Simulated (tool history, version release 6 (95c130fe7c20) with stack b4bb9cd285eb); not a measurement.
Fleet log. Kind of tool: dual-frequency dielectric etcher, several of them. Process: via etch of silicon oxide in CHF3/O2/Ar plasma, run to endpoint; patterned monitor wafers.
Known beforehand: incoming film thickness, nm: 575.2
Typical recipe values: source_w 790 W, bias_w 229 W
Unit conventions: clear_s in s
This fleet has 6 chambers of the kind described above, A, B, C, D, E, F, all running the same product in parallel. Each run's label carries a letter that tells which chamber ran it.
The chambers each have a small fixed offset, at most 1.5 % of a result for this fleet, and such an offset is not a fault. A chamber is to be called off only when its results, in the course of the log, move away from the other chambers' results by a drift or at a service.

| run | hour | source_w | bias_w | clear_s |
|---|---|---|---|---|
| 1D | 8.9 | 790 | 229 | 238.43 |
| 2B | 16.7 | 790 | 229 | 242.44 |
| 3C | 29.2 | 790 | 229 | 242.61 |
| 4A | 35.6 | 790 | 229 | 241.73 |
| 5E | 42.1 | 700 | 180 | 272.75 |
| 6F | 53.8 | 700 | 180 | 275.61 |
| 7A | 61.7 | 700 | 180 | 273.44 |
| 8E | 70.9 | 700 | 180 | 274.58 |
| 9D | 79.5 | 700 | 180 | 271.92 |
| 10F | 89.1 | 700 | 180 | 275.96 |
| 11C | 98.2 | 790 | 229 | 242.55 |
|  | 99.8 | chamber B: source power generator calibrated |
| 12B | 108.7 | 790 | 229 | 240.96 |
| 13E | 120.2 | 790 | 229 | 239.93 |
|  | 127.4 | chamber E: bias power generator calibrated |
| 14F | 129.3 | 790 | 229 | 243.30 |
| 15D | 139.2 | 790 | 229 | 238.72 |
| 16C | 147.5 | 790 | 229 | 242.01 |
| 17B | 160.2 | 790 | 229 | 242.47 |
| 18A | 168.1 | 790 | 229 | 240.26 |
| 19A | 174.2 | 790 | 229 | 239.82 |
| 20C | 183.7 | 790 | 229 | 241.41 |
| 21E | 194.9 | 790 | 229 | 239.82 |
|  | 196.7 | chamber D: wet clean of the chamber |
| 22D | 208.2 | 790 | 229 | 239.23 |
|  | 219.6 | chamber A: wet clean of the chamber |
| 23B | 220.6 | 790 | 229 | 239.65 |
| 24F | 228.6 | 790 | 229 | 243.17 |
| 25C | 235.7 | 790 | 229 | 241.26 |
| 26D | 247.0 | 790 | 229 | 239.45 |
| 27B | 253.4 | 790 | 229 | 241.16 |
| 28E | 263.5 | 790 | 229 | 240.69 |
| 29A | 269.7 | 790 | 229 | 240.45 |
| 30F | 282.7 | 900 | 268 | 219.74 |
| 31A | 292.4 | 900 | 268 | 216.59 |
| 32E | 300.8 | 900 | 268 | 217.10 |
|  | 308.7 | chamber F: wet clean of the chamber |
| 33C | 314.2 | 900 | 268 | 219.78 |
| 34F | 321.7 | 900 | 268 | 221.72 |
|  | 323.3 | chamber C: wet clean of the chamber |
| 35D | 328.8 | 900 | 268 | 213.47 |
| 36B | 341.7 | 610 | 229 | 266.36 |
| 37D | 354.8 | 610 | 229 | 262.71 |
| 38A | 360.7 | 610 | 229 | 266.11 |
| 39E | 369.0 | 610 | 229 | 267.31 |
| 40B | 377.9 | 610 | 229 | 264.79 |
| 41C | 383.7 | 610 | 229 | 266.57 |
| 42F | 390.7 | 790 | 229 | 244.25 |
| 43B | 398.9 | 790 | 229 | 240.58 |
| 44C | 405.5 | 790 | 229 | 242.16 |

Next, all 6 chambers run the settings below, one line each with question marks for the results. What does each chamber give?
| 45A | 415.1 | 790 | 229 | ? |
| 45B | 415.1 | 790 | 229 | ? |
| 45C | 415.1 | 790 | 229 | ? |
| 45D | 415.1 | 790 | 229 | ? |
| 45E | 415.1 | 790 | 229 | ? |
| 45F | 415.1 | 790 | 229 | ? |

| run | clear_s |
|---|---|
| 45A | 242.11 |
| 45B | 241.13 |
| 45C | 241.36 |
| 45D | 240.28 |
| 45E | 240.78 |
| 45F | 243.25 |
